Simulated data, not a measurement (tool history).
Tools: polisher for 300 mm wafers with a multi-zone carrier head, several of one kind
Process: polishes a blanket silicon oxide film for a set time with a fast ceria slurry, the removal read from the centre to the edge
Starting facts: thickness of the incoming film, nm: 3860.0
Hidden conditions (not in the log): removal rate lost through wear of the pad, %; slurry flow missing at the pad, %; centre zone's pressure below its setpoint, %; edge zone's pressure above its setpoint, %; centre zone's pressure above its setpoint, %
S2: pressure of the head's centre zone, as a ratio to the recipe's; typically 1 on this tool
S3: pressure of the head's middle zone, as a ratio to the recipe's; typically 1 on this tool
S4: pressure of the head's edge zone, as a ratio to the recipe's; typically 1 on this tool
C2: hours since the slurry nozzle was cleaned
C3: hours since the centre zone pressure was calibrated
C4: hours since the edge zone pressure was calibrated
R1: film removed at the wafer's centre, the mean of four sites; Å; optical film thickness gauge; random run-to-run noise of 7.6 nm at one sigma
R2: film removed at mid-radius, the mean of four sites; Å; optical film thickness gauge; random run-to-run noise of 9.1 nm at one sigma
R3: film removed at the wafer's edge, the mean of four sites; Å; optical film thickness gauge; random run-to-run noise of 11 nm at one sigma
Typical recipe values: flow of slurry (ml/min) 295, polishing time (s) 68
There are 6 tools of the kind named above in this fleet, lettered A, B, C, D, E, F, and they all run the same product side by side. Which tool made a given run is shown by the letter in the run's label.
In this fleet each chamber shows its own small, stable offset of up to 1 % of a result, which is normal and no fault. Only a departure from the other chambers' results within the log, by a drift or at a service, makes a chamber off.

{"hour": 5.9, "done": "chamber C: worn pad replaced by a new one"}
{"run": "1F", "hour": 6.4, "flow of slurry (ml/min)": 295, "S2": 1, "S3": 1, "S4": 1, "polishing time (s)": 68, "wafers polished on this pad": 599, "C2": 717.5, "C3": 177.9, "C4": 96.2, "R1": 8341.8, "R2": 8281.5, "R3": 8125}
{"run": "2C", "hour": 16.2, "flow of slurry (ml/min)": 295, "S2": 1, "S3": 1, "S4": 1, "polishing time (s)": 68, "wafers polished on this pad": 61, "C2": 725.4, "C3": 218.4, "C4": 736.5, "R1": 8303.4, "R2": 8144.3, "R3": 8148.9}
{"run": "3E", "hour": 24.9, "flow of slurry (ml/min)": 295, "S2": 1, "S3": 1, "S4": 1, "polishing time (s)": 68, "wafers polished on this pad": 486, "C2": 166.3, "C3": 740.3, "C4": 187.2, "R1": 8223.4, "R2": 8180, "R3": 8061.4}
{"hour": 25.6, "done": "chamber C: slurry nozzle cleaned"}
{"hour": 30.3, "done": "chamber A: worn pad replaced by a new one"}
{"run": "4A", "hour": 34.1, "flow of slurry (ml/min)": 295, "S2": 1, "S3": 1, "S4": 1, "polishing time (s)": 68, "wafers polished on this pad": 22, "C2": 172.1, "C3": 1415.8, "C4": 810.2, "R1": 8095.9, "R2": 8306.6, "R3": 8349.4}
{"run": "5D", "hour": 41.7, "flow of slurry (ml/min)": 365, "S2": 1, "S3": 1, "S4": 1, "polishing time (s)": 68, "wafers polished on this pad": 704, "C2": 448.9, "C3": 781.6, "C4": 349.7, "R1": 8371, "R2": 8437.4, "R3": 8563.2}
{"run": "6B", "hour": 52.4, "flow of slurry (ml/min)": 365, "S2": 1, "S3": 1, "S4": 1, "polishing time (s)": 68, "wafers polished on this pad": 708, "C2": 472.6, "C3": 84, "C4": 502.5, "R1": 8310.1, "R2": 8494.4, "R3": 8240.9}
{"hour": 59.5, "done": "chamber B: worn pad replaced by a new one"}
{"run": "7D", "hour": 59.6, "flow of slurry (ml/min)": 365, "S2": 1, "S3": 1, "S4": 1, "polishing time (s)": 68, "wafers polished on this pad": 812, "C2": 466.8, "C3": 799.5, "C4": 367.6, "R1": 8325.5, "R2": 8342, "R3": 8539.9}
{"hour": 61.0, "done": "chamber D: worn pad replaced by a new one"}
{"run": "8B", "hour": 70.8, "flow of slurry (ml/min)": 365, "S2": 1, "S3": 1, "S4": 1, "polishing time (s)": 68, "wafers polished on this pad": 68, "C2": 491, "C3": 102.4, "C4": 520.9, "R1": 8339.4, "R2": 8239.4, "R3": 8575.6}
{"run": "9C", "hour": 80.0, "flow of slurry (ml/min)": 365, "S2": 1, "S3": 1, "S4": 1, "polishing time (s)": 68, "wafers polished on this pad": 445, "C2": 54.5, "C3": 282.2, "C4": 800.3, "R1": 8527.9, "R2": 8471.3, "R3": 8277.8}
{"run": "10A", "hour": 89.3, "flow of slurry (ml/min)": 365, "S2": 1, "S3": 1, "S4": 1, "polishing time (s)": 68, "wafers polished on this pad": 354, "C2": 227.3, "C3": 1471, "C4": 865.4, "R1": 8391.6, "R2": 8372.7, "R3": 8252.1}
{"run": "11E", "hour": 103.0, "flow of slurry (ml/min)": 295, "S2": 1, "S3": 1, "S4": 1, "polishing time (s)": 68, "wafers polished on this pad": 956, "C2": 244.4, "C3": 818.4, "C4": 265.3, "R1": 8220, "R2": 8160, "R3": 8300.7}
{"hour": 106.9, "done": "chamber B: edge zone pressure recalibrated"}
{"run": "12F", "hour": 109.3, "flow of slurry (ml/min)": 295, "S2": 1, "S3": 1, "S4": 1, "polishing time (s)": 68, "wafers polished on this pad": 1218, "C2": 820.4, "C3": 280.8, "C4": 199.1, "R1": 8337.1, "R2": 8133.4, "R3": 8005.1}
{"run": "13E", "hour": 117.0, "flow of slurry (ml/min)": 295, "S2": 1, "S3": 1, "S4": 1, "polishing time (s)": 68, "wafers polished on this pad": 1040, "C2": 258.4, "C3": 832.4, "C4": 279.3, "R1": 8214.8, "R2": 7985.6, "R3": 8047.4}
{"run": "14A", "hour": 125.2, "flow of slurry (ml/min)": 295, "S2": 1, "S3": 1, "S4": 1, "polishing time (s)": 68, "wafers polished on this pad": 570, "C2": 263.2, "C3": 1506.9, "C4": 901.3, "R1": 8153.5, "R2": 8330.2, "R3": 8188.4}
{"run": "15F", "hour": 134.1, "flow of slurry (ml/min)": 295, "S2": 1, "S3": 1, "S4": 1, "polishing time (s)": 68, "wafers polished on this pad": 1367, "C2": 845.2, "C3": 305.6, "C4": 223.9, "R1": 8309.8, "R2": 8147.4, "R3": 8305.4}
{"hour": 137.7, "done": "chamber F: worn pad replaced by a new one"}
{"hour": 139.0, "done": "chamber F: slurry nozzle cleaned"}
{"run": "16B", "hour": 144.8, "flow of slurry (ml/min)": 295, "S2": 1, "S3": 1, "S4": 1, "polishing time (s)": 68, "wafers polished on this pad": 513, "C2": 565, "C3": 176.4, "C4": 37.9, "R1": 8249.2, "R2": 8334.3, "R3": 8315.7}
{"run": "17C", "hour": 156.9, "flow of slurry (ml/min)": 295, "S2": 1, "S3": 1, "S4": 1, "polishing time (s)": 68, "wafers polished on this pad": 907, "C2": 131.4, "C3": 359.1, "C4": 877.2, "R1": 8391.6, "R2": 8339.6, "R3": 8230.5}
{"hour": 162.1, "done": "chamber D: slurry nozzle cleaned"}
{"run": "18D", "hour": 164.5, "flow of slurry (ml/min)": 295, "S2": 1, "S3": 1, "S4": 1, "polishing time (s)": 68, "wafers polished on this pad": 622, "C2": 2.4, "C3": 904.4, "C4": 472.5, "R1": 8297, "R2": 8336.7, "R3": 8217.2}
{"run": "19D", "hour": 175.3, "flow of slurry (ml/min)": 295, "S2": 1, "S3": 1, "S4": 1, "polishing time (s)": 57, "wafers polished on this pad": 687, "C2": 13.2, "C3": 915.2, "C4": 483.3, "R1": 6908.5, "R2": 6874.7, "R3": 6881.6}
{"hour": 175.4, "done": "chamber D: worn pad replaced by a new one"}
{"hour": 178.8, "done": "chamber B: worn pad replaced by a new one"}
{"hour": 180.2, "done": "chamber E: worn pad replaced by a new one"}
{"hour": 181.4, "done": "chamber E: edge zone pressure recalibrated"}
{"run": "20E", "hour": 182.0, "flow of slurry (ml/min)": 295, "S2": 1, "S3": 1, "S4": 1, "polishing time (s)": 57, "wafers polished on this pad": 11, "C2": 323.4, "C3": 897.4, "C4": 0.7, "R1": 6811.4, "R2": 6777.3, "R3": 7000.8}
{"hour": 189.0, "done": "chamber D: centre zone pressure recalibrated"}
{"run": "21A", "hour": 194.8, "flow of slurry (ml/min)": 295, "S2": 1, "S3": 1, "S4": 1, "polishing time (s)": 57, "wafers polished on this pad": 989, "C2": 332.8, "C3": 1576.5, "C4": 970.9, "R1": 6832, "R2": 7003, "R3": 6956.4}
{"hour": 195.2, "done": "chamber E: slurry nozzle cleaned"}
{"hour": 197.9, "done": "chamber C: worn pad replaced by a new one"}
{"run": "22B", "hour": 203.8, "flow of slurry (ml/min)": 295, "S2": 1, "S3": 1, "S4": 1, "polishing time (s)": 57, "wafers polished on this pad": 150, "C2": 624, "C3": 235.4, "C4": 96.9, "R1": 6812.8, "R2": 6907, "R3": 7136}
{"run": "23C", "hour": 212.3, "flow of slurry (ml/min)": 295, "S2": 1, "S3": 1, "S4": 1, "polishing time (s)": 57, "wafers polished on this pad": 86, "C2": 186.8, "C3": 414.5, "C4": 932.6, "R1": 7061.5, "R2": 6984.4, "R3": 6906.9}
{"run": "24F", "hour": 220.2, "flow of slurry (ml/min)": 295, "S2": 1, "S3": 1, "S4": 1, "polishing time (s)": 57, "wafers polished on this pad": 496, "C2": 81.2, "C3": 391.7, "C4": 310, "R1": 7006.5, "R2": 6810.8, "R3": 6923.9}
{"run": "25E", "hour": 228.0, "flow of slurry (ml/min)": 295, "S2": 1, "S3": 1, "S4": 1, "polishing time (s)": 68, "wafers polished on this pad": 287, "C2": 32.9, "C3": 943.4, "C4": 46.7, "R1": 8005.8, "R2": 8139.7, "R3": 8074.1}
{"hour": 235.8, "done": "chamber A: centre zone pressure recalibrated"}
{"run": "26D", "hour": 238.9, "flow of slurry (ml/min)": 295, "S2": 1, "S3": 1, "S4": 1, "polishing time (s)": 68, "wafers polished on this pad": 381, "C2": 76.8, "C3": 49.9, "C4": 546.9, "R1": 8025.1, "R2": 8273.9, "R3": 8140.9}
{"hour": 239.9, "done": "chamber A: worn pad replaced by a new one"}
{"hour": 240.4, "done": "chamber B: slurry nozzle cleaned"}
{"run": "27B", "hour": 248.8, "flow of slurry (ml/min)": 295, "S2": 1, "S3": 1, "S4": 1, "polishing time (s)": 68, "wafers polished on this pad": 421, "C2": 8.5, "C3": 280.4, "C4": 141.9, "R1": 8106.4, "R2": 8191.8, "R3": 8421.8}
{"hour": 259.0, "done": "chamber A: edge zone pressure recalibrated"}
{"run": "28C", "hour": 262.3, "flow of slurry (ml/min)": 295, "S2": 1, "S3": 1, "S4": 1, "polishing time (s)": 68, "wafers polished on this pad": 387, "C2": 236.8, "C3": 464.5, "C4": 982.6, "R1": 8384.3, "R2": 8123.3, "R3": 8151.3}
{"run": "29F", "hour": 276.4, "flow of slurry (ml/min)": 295, "S2": 1, "S3": 1, "S4": 1, "polishing time (s)": 68, "wafers polished on this pad": 834, "C2": 137.4, "C3": 447.9, "C4": 366.2, "R1": 8126.5, "R2": 8230.7, "R3": 8031.8}
{"hour": 281.3, "done": "chamber B: centre zone pressure recalibrated"}
{"hour": 287.2, "done": "chamber D: worn pad replaced by a new one"}
{"run": "30A", "hour": 288.3, "flow of slurry (ml/min)": 295, "S2": 1, "S3": 1, "S4": 1, "polishing time (s)": 68, "wafers polished on this pad": 291, "C2": 426.3, "C3": 52.6, "C4": 29.3, "R1": 8200.6, "R2": 8324.2, "R3": 8289.3}
{"run": "31A", "hour": 297.8, "flow of slurry (ml/min)": 295, "S2": 0.9, "S3": 1, "S4": 1, "polishing time (s)": 68, "wafers polished on this pad": 348, "C2": 435.8, "C3": 62.1, "C4": 38.8, "R1": 7159.8, "R2": 8283.7, "R3": 8293.5}
{"run": "32B", "hour": 306.2, "flow of slurry (ml/min)": 295, "S2": 0.9, "S3": 1, "S4": 1, "polishing time (s)": 68, "wafers polished on this pad": 766, "C2": 65.9, "C3": 24.9, "C4": 199.3, "R1": 7325.1, "R2": 8288, "R3": 8315.7}
{"hour": 307.5, "done": "chamber B: worn pad replaced by a new one"}
{"run": "33D", "hour": 316.1, "flow of slurry (ml/min)": 295, "S2": 0.9, "S3": 1, "S4": 1, "polishing time (s)": 68, "wafers polished on this pad": 174, "C2": 154, "C3": 127.1, "C4": 624.1, "R1": 7303.7, "R2": 8238.2, "R3": 8211.3}
{"run": "34C", "hour": 328.6, "flow of slurry (ml/min)": 295, "S2": 0.9, "S3": 1, "S4": 1, "polishing time (s)": 68, "wafers polished on this pad": 785, "C2": 303.1, "C3": 530.8, "C4": 1048.9, "R1": 7378.5, "R2": 8283, "R3": 8275.8}
{"run": "35F", "hour": 338.6, "flow of slurry (ml/min)": 295, "S2": 0.9, "S3": 1, "S4": 1, "polishing time (s)": 68, "wafers polished on this pad": 1207, "C2": 199.6, "C3": 510.1, "C4": 428.4, "R1": 7375.4, "R2": 8098.1, "R3": 8083.6}
{"hour": 338.9, "done": "chamber D: edge zone pressure recalibrated"}
{"run": "36E", "hour": 352.3, "flow of slurry (ml/min)": 295, "S2": 0.9, "S3": 1, "S4": 1, "polishing time (s)": 68, "wafers polished on this pad": 1035, "C2": 157.2, "C3": 1067.7, "C4": 171, "R1": 6765.8, "R2": 8043.5, "R3": 8116.9}
{"run": "37D", "hour": 366.4, "flow of slurry (ml/min)": 295, "S2": 1, "S3": 1, "S4": 1, "polishing time (s)": 68, "wafers polished on this pad": 476, "C2": 204.3, "C3": 177.4, "C4": 27.6, "R1": 8232.2, "R2": 8302.8, "R3": 7975.4}
{"hour": 368.8, "done": "chamber E: worn pad replaced by a new one"}
{"run": "38E", "hour": 376.3, "flow of slurry (ml/min)": 295, "S2": 1, "S3": 1, "S4": 1, "polishing time (s)": 68, "wafers polished on this pad": 45, "C2": 181.2, "C3": 1091.7, "C4": 195, "R1": 7396.8, "R2": 8205.5, "R3": 8279.7}
{"hour": 381.1, "done": "chamber F: worn pad replaced by a new one"}
{"run": "39F", "hour": 383.6, "flow of slurry (ml/min)": 295, "S2": 1, "S3": 1, "S4": 1.08, "polishing time (s)": 78, "wafers polished on this pad": 15, "C2": 244.6, "C3": 555.1, "C4": 473.4, "R1": 9471.4, "R2": 9235.8, "R3": 9750.2}
{"run": "40C", "hour": 393.7, "flow of slurry (ml/min)": 295, "S2": 1, "S3": 1, "S4": 1.08, "polishing time (s)": 78, "wafers polished on this pad": 1177, "C2": 368.2, "C3": 595.9, "C4": 1114, "R1": 9495.6, "R2": 9605.7, "R3": 9816.8}
{"run": "41B", "hour": 407.6, "flow of slurry (ml/min)": 295, "S2": 1, "S3": 1, "S4": 1.08, "polishing time (s)": 78, "wafers polished on this pad": 602, "C2": 167.3, "C3": 126.3, "C4": 300.7, "R1": 9280.3, "R2": 9453.6, "R3": 9956}
{"run": "42A", "hour": 415.7, "flow of slurry (ml/min)": 295, "S2": 1, "S3": 1, "S4": 1.08, "polishing time (s)": 78, "wafers polished on this pad": 1057, "C2": 553.7, "C3": 180, "C4": 156.7, "R1": 9379.8, "R2": 9468.6, "R3": 9705.4}

Does one chamber stand apart from the rest, does the shared gauge drift, or is all well apart from small per-chamber offsets? Give the chamber and the most likely cause, where there is one.

Chamber E drifts away from the others.
Likeliest cause: centre zone's pressure below its setpoint, % = 8.88.

Which of the 4 candidates below, each the usual settings with something changed and its results left as question marks, puts chamber E back in line with what the other chambers give on the usual settings?
Allowed miss from the other chambers' usual-settings mean, per result, to count as in line: R1 270 Å; R2 320 Å; R3 400 Å
{"run": "43E-1", "hour": 425.9, "flow of slurry (ml/min)": 290, "S2": 0.92, "S3": 1, "S4": 1.03, "polishing time (s)": 67, "R1": "?", "R2": "?", "R3": "?"}
{"run": "43E-2", "hour": 425.9, "flow of slurry (ml/min)": 295, "S2": 0.98, "S3": 1, "S4": 1.01, "polishing time (s)": 68, "R1": "?", "R2": "?", "R3": "?"}
{"run": "43E-3", "hour": 425.9, "flow of slurry (ml/min)": 295, "S2": 1.02, "S3": 1, "S4": 0.99, "polishing time (s)": 68, "R1": "?", "R2": "?", "R3": "?"}
{"run": "43E-4", "hour": 425.9, "flow of slurry (ml/min)": 300, "S2": 1.08, "S3": 1, "S4": 0.97, "polishing time (s)": 69, "R1": "?", "R2": "?", "R3": "?"}

Other chambers, usual settings, mean: R1 8233.8 Å; R2 8252.7 Å; R3 8233.6 Å
run=43E-1 R1=6554.8 R2=8018.9 R3=8193.6
run=43E-2 R1=7157.4 R2=8150.1 R3=8241.9
run=43E-3 R1=7485.6 R2=8148.6 R3=8157.1
run=43E-4 R1=8109.9 R2=8279.6 R3=8201.1
The right change is 43E-4: it brings the chamber back within the allowed miss of the others.
